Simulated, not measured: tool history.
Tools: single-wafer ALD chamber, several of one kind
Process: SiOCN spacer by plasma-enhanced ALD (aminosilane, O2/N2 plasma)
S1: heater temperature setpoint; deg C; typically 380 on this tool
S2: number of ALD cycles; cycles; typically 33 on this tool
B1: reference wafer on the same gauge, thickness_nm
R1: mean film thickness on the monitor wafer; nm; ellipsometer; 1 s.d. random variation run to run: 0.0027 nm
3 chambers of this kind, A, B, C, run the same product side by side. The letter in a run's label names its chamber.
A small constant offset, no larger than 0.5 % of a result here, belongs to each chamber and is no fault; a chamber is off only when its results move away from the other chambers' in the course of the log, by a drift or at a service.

run,hour,S1,S2,B1,R1
1B,4.4,380,33,1.6497,1.9879
2C,8.3,380,33,1.6493,1.9875
3A,12.1,380,33,1.6495,1.9935
4A,14.6,380,33,1.6485,1.9883
5B,18.8,380,33,1.6489,1.9843
6C,23.7,390,36,1.6484,2.1698
7B,28,390,36,1.6476,2.1645
8A,32.7,390,36,1.6478,2.1735
9C,37.1,380,33,1.647,1.9844
10C,41.8,380,33,1.6463,1.9888
11A,44.2,380,33,1.6459,1.9887
12B,46.8,380,33,1.646,1.9835
13B,49.6,380,33,1.6462,1.9828
14C,54.5,380,33,1.6452,1.9871
15A,57.4,380,33,1.6449,1.9907
16C,61.9,380,33,1.6448,1.985
17B,64.3,380,33,1.6448,1.9847
18A,69.1,380,33,1.644,1.9895
19A,74,380,33,1.6443,1.9877
20C,76.9,380,33,1.6441,1.9824
21B,80.5,380,33,1.6437,1.9801
22C,83.5,380,33,1.6433,1.9762
23A,87,380,33,1.6433,1.9859
24B,90.6,380,33,1.6426,1.9808
25B,93.6,380,30,1.6426,1.7974
26A,96.9,380,30,1.6427,1.8018
27C,99.9,380,30,1.6424,1.7986
28C,102.3,387,27,1.6424,1.6211
29A,107.1,387,27,1.6414,1.6245
30B,111.6,387,27,1.641,1.6197

All chambers now run identical settings, listed one chamber a line with results as question marks. What results will each chamber show?
31A,115.3,380,33,,?
31B,115.3,380,33,,?
31C,115.3,380,33,,?

run,R1
31A,1.9844
31B,1.9824
31C,1.9768
